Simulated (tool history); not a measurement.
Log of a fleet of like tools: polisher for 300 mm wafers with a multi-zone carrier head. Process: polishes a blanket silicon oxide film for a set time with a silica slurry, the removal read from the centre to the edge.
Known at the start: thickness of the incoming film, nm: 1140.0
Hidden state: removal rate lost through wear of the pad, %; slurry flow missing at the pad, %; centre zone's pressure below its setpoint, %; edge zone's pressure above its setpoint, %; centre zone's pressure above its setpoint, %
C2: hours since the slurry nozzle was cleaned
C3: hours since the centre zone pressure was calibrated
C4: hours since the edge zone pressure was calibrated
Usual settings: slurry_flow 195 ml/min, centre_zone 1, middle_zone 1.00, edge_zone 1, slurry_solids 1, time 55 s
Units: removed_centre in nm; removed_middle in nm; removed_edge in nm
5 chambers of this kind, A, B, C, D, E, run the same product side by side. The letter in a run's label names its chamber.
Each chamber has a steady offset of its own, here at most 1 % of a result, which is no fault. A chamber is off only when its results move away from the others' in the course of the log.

At day 0.042: chamber A: worn pad replaced by a new one.
Run 1D, day 0.254: usual settings; wafers polished on this pad 450; C2 233.4; C3 42.7; C4 1029.8. Result: removed_centre 188.96 nm, removed_middle 190.78 nm, removed_edge 193.75 nm.
Run 2E, day 0.500: usual settings; wafers polished on this pad 985; C2 523.6; C3 206.3; C4 433.8. Result: removed_centre 195.18 nm, removed_middle 193.29 nm, removed_edge 193.97 nm.
Run 3A, day 0.729: usual settings; wafers polished on this pad 153; C2 591.3; C3 57.7; C4 101.3. Result: removed_centre 190.16 nm, removed_middle 191.11 nm, removed_edge 188.75 nm.
At day 0.871: chamber E: worn pad replaced by a new one.
At day 0.971: chamber E: slurry nozzle cleaned.
Run 4C, day 1.079: usual settings; wafers polished on this pad 1007; C2 248.0; C3 516.3; C4 697.7. Result: removed_centre 195.85 nm, removed_middle 195.31 nm, removed_edge 194.01 nm.
Run 5B, day 1.321: usual settings; wafers polished on this pad 691; C2 274.9; C3 434.4; C4 160.7. Result: removed_centre 192.97 nm, removed_middle 196.44 nm, removed_edge 191.14 nm.
At day 1.467: chamber D: worn pad replaced by a new one.
Run 6C, day 1.483: usual settings; wafers polished on this pad 1097; C2 257.7; C3 526.0; C4 707.4. Result: removed_centre 190.92 nm, removed_middle 193.32 nm, removed_edge 192.60 nm.
Run 7E, day 1.658: usual settings but time 46 s; wafers polished on this pad 175; C2 16.5; C3 234.1; C4 461.6. Result: removed_centre 161.98 nm, removed_middle 161.47 nm, removed_edge 163.32 nm.
At day 1.871: chamber C: slurry nozzle cleaned.
Run 8D, day 2.012: usual settings but time 46 s; wafers polished on this pad 122; C2 275.6; C3 84.9; C4 1072.0. Result: removed_centre 162.04 nm, removed_middle 162.09 nm, removed_edge 162.60 nm.
At day 2.183: chamber C: worn pad replaced by a new one.
Run 9B, day 2.392: usual settings but time 46 s; wafers polished on this pad 929; C2 300.6; C3 460.1; C4 186.4. Result: removed_centre 161.61 nm, removed_middle 163.56 nm, removed_edge 159.16 nm.
Run 10A, day 2.704: usual settings but time 46 s; wafers polished on this pad 593; C2 638.7; C3 105.1; C4 148.7. Result: removed_centre 158.37 nm, removed_middle 159.14 nm, removed_edge 159.57 nm.
At day 2.979: chamber C: centre zone pressure recalibrated.
Run 11A, day 3.083: usual settings but time 46 s; wafers polished on this pad 678; C2 647.8; C3 114.2; C4 157.8. Result: removed_centre 161.48 nm, removed_middle 161.61 nm, removed_edge 157.90 nm.
Run 12C, day 3.392: usual settings; wafers polished on this pad 269; C2 36.6; C3 10.0; C4 753.2. Result: removed_centre 191.86 nm, removed_middle 193.08 nm, removed_edge 193.15 nm.
Run 13D, day 3.725: usual settings; wafers polished on this pad 503; C2 316.7; C3 126.0; C4 1113.1. Result: removed_centre 191.56 nm, removed_middle 195.14 nm, removed_edge 192.31 nm.
Run 14E, day 4.100: usual settings; wafers polished on this pad 719; C2 75.1; C3 292.7; C4 520.2. Result: removed_centre 194.46 nm, removed_middle 194.84 nm, removed_edge 193.92 nm.
At day 4.175: chamber A: worn pad replaced by a new one.
Run 15B, day 4.396: usual settings; wafers polished on this pad 1376; C2 348.7; C3 508.2; C4 234.5. Result: removed_centre 188.67 nm, removed_middle 189.31 nm, removed_edge 184.04 nm.
At day 4.538: chamber D: worn pad replaced by a new one.
Run 16C, day 4.696: usual settings; wafers polished on this pad 560; C2 67.9; C3 41.3; C4 784.5. Result: removed_centre 191.70 nm, removed_middle 193.95 nm, removed_edge 190.66 nm.
Run 17A, day 4.892: usual settings but middle_zone 1.11; wafers polished on this pad 160; C2 691.2; C3 157.6; C4 201.2. Result: removed_centre 191.87 nm, removed_middle 212.96 nm, removed_edge 191.43 nm.
Run 18D, day 5.125: usual settings but middle_zone 1.11; wafers polished on this pad 131; C2 350.3; C3 159.6; C4 1146.7. Result: removed_centre 193.86 nm, removed_middle 211.55 nm, removed_edge 197.07 nm.
Run 19B, day 5.329: usual settings but middle_zone 1.11; wafers polished on this pad 1584; C2 371.1; C3 530.6; C4 256.9. Result: removed_centre 183.46 nm, removed_middle 200.26 nm, removed_edge 182.57 nm.
At day 5.421: chamber E: worn pad replaced by a new one.
Run 20E, day 5.554: usual settings but middle_zone 1.11; wafers polished on this pad 29; C2 110.0; C3 327.6; C4 555.1. Result: removed_centre 189.60 nm, removed_middle 213.73 nm, removed_edge 195.86 nm.
Run 21E, day 5.771: usual settings but middle_zone 1.11; wafers polished on this pad 78; C2 115.2; C3 332.8; C4 560.3. Result: removed_centre 194.49 nm, removed_middle 210.80 nm, removed_edge 194.97 nm.
Run 22D, day 6.042: usual settings; wafers polished on this pad 335; C2 372.3; C3 181.6; C4 1168.7. Result: removed_centre 191.03 nm, removed_middle 193.88 nm, removed_edge 193.61 nm.
Run 23A, day 6.342: usual settings; wafers polished on this pad 483; C2 726.0; C3 192.4; C4 236.0. Result: removed_centre 192.73 nm, removed_middle 191.69 nm, removed_edge 194.48 nm.
Run 24C, day 6.688: usual settings; wafers polished on this pad 1003; C2 115.7; C3 89.1; C4 832.3. Result: removed_centre 192.37 nm, removed_middle 193.70 nm, removed_edge 193.33 nm.
Run 25B, day 7.004: usual settings; wafers polished on this pad 1957; C2 411.3; C3 570.8; C4 297.1. Result: removed_centre 175.78 nm, removed_middle 181.41 nm, removed_edge 180.91 nm.
Run 26A, day 7.221: usual settings; wafers polished on this pad 679; C2 747.1; C3 213.5; C4 257.1. Result: removed_centre 189.12 nm, removed_middle 192.18 nm, removed_edge 193.93 nm.
Run 27B, day 7.554: usual settings; wafers polished on this pad 2080; C2 424.5; C3 584.0; C4 310.3. Result: removed_centre 175.25 nm, removed_middle 177.04 nm, removed_edge 178.05 nm.
At day 7.612: chamber D: worn pad replaced by a new one.
Run 28E, day 7.754: usual settings; wafers polished on this pad 519; C2 162.8; C3 380.4; C4 607.9. Result: removed_centre 193.08 nm, removed_middle 194.89 nm, removed_edge 193.25 nm.
Run 29C, day 8.012: usual settings; wafers polished on this pad 1299; C2 147.5; C3 120.9; C4 864.1. Result: removed_centre 191.11 nm, removed_middle 195.09 nm, removed_edge 191.22 nm.
Run 30D, day 8.383: usual settings; wafers polished on this pad 172; C2 428.5; C3 237.8; C4 1224.9. Result: removed_centre 189.30 nm, removed_middle 191.45 nm, removed_edge 196.05 nm.

What goes on in this fleet: one chamber off, a drifting gauge, or nothing beyond the chambers' own small offsets? Name the chamber and the cause, if any.

Chamber B drifts away from the others.
Cause: removal rate lost through wear of the pad, % = 9.93.
The log may not tell that from: slurry flow missing at the pad, %.

Here are 4 candidates for chamber B's next run, each the usual settings with a change, their results left as question marks. Which one brings its results back in line with what the others give on the usual settings?
In line means no further than this from the other chambers' mean on the usual settings: removed_centre 6.10 nm; removed_middle 5.40 nm; removed_edge 8.00 nm
Run 31B-1, day 8.654: usual settings but slurry_flow 190 ml/min, middle_zone 1.01, edge_zone 0.98, slurry_solids 0.95, time 45 s. Result: removed_centre ?, removed_middle ?, removed_edge ?.
Run 31B-2, day 8.654: usual settings but slurry_flow 200 ml/min, middle_zone 0.99, edge_zone 1.02, slurry_solids 1.05, time 67 s. Result: removed_centre ?, removed_middle ?, removed_edge ?.
Run 31B-3, day 8.654: usual settings but edge_zone 1.01, slurry_solids 1.05, time 60 s. Result: removed_centre ?, removed_middle ?, removed_edge ?.
Run 31B-4, day 8.654: usual settings but middle_zone 1.01, edge_zone 0.99, slurry_solids 0.95, time 51 s. Result: removed_centre ?, removed_middle ?, removed_edge ?.

The other chambers' mean on the usual settings: removed_centre 192.28 nm; removed_middle 192.96 nm; removed_edge 193.62 nm
  run  removed_centre  removed_middle  removed_edge
31B-1          137.65          140.53        137.26
31B-2          216.31          216.70        219.71
31B-3          192.92          195.11        195.17
31B-4          156.69          159.89        156.84
31B-3 brings the chamber back in line.
